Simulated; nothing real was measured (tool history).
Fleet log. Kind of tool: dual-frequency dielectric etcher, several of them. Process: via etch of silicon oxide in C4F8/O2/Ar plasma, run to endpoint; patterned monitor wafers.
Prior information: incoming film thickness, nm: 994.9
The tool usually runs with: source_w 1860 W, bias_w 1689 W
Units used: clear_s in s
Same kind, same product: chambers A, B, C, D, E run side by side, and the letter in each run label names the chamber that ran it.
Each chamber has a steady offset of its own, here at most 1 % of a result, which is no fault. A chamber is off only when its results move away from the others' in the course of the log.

run	hour	source_w	bias_w	hours since the last wet clean	hours since the last source power generator calibration	hours since the last bias power generator calibration	clear_s
1A	4.4	1860	1689	306.2	900.3	610.8	211.73
2D	9.9	1860	1689	196.3	293.1	1889.8	211.40
3C	14.3	1860	1689	321.1	1499.0	2511.6	210.21
4E	18.1	1860	1689	548.1	2217.9	3264.3	212.65
5B	24.9	1860	1689	669.2	1051.0	4585.0	211.48
6B	31.9	1860	1689	676.2	1058.0	4592.0	209.69
7D	35.5	1860	1689	221.9	318.7	1915.4	212.72
8E	40.2	1860	1689	570.2	2240.0	3286.4	213.43
# hour 42.1: chamber B: wet clean of the chamber
9A	44.5	1860	1689	346.3	940.4	650.9	212.05
10C	51.2	1860	1689	358.0	1535.9	2548.5	212.39
11B	55.3	1860	1689	13.3	1081.4	4615.4	207.38
# hour 56.3: chamber E: wet clean of the chamber
12C	59.6	1860	1689	366.4	1544.3	2556.9	212.89
13E	66.4	1860	1689	10.2	2266.2	3312.6	211.78
14A	69.6	2260	1953	371.4	965.5	676.0	187.26
15D	73.5	2260	1953	259.9	356.7	1953.4	190.23
16A	80.2	2260	1953	382.0	976.1	686.6	189.81
17D	84.0	2260	1953	270.4	367.2	1963.9	192.63
18B	90.5	2260	1953	48.5	1116.6	4650.6	187.76
19E	96.0	1860	1689	39.8	2295.8	3342.2	209.45
20C	101.7	1860	1689	408.5	1586.4	2599.0	212.41
21E	106.9	1860	1689	50.7	2306.7	3353.1	211.14
22A	111.2	1860	1689	413.0	1007.1	717.6	214.00
23C	114.9	1860	1689	421.7	1599.6	2612.2	212.17
24D	117.9	1860	1689	304.3	401.1	1997.8	217.55
25B	124.6	1860	1689	82.6	1150.7	4684.7	209.66
26D	128.0	1860	1689	314.4	411.2	2007.9	218.09
27C	133.6	1860	1689	440.4	1618.3	2630.9	213.24
28A	138.0	1860	1689	439.8	1033.9	744.4	209.97
29E	143.9	2190	1331	87.7	2343.7	3390.1	210.00
30B	149.7	2190	1331	107.7	1175.8	4709.8	207.64
31D	156.2	2190	1331	342.6	439.4	2036.1	220.78
32B	160.0	2190	1331	118.0	1186.1	4720.1	211.45
# hour 166.0: chamber A: wet clean of the chamber
33A	166.9	2190	1331	1.0	1062.8	773.3	212.09
34C	170.1	1610	1399	476.9	1654.8	2667.4	234.44
35E	174.6	1610	1399	118.4	2374.4	3420.8	234.97
36B	179.0	1610	1399	137.0	1205.1	4739.1	235.74
37E	182.7	1610	1399	126.5	2382.5	3428.9	235.85

Next, every chamber runs the same settings. What will each give?
38A	187.7	1860	1689				?
38B	187.7	1860	1689				?
38C	187.7	1860	1689				?
38D	187.7	1860	1689				?
38E	187.7	1860	1689				?

run	clear_s
38A	212.69
38B	209.93
38C	209.48
38D	224.44
38E	210.70
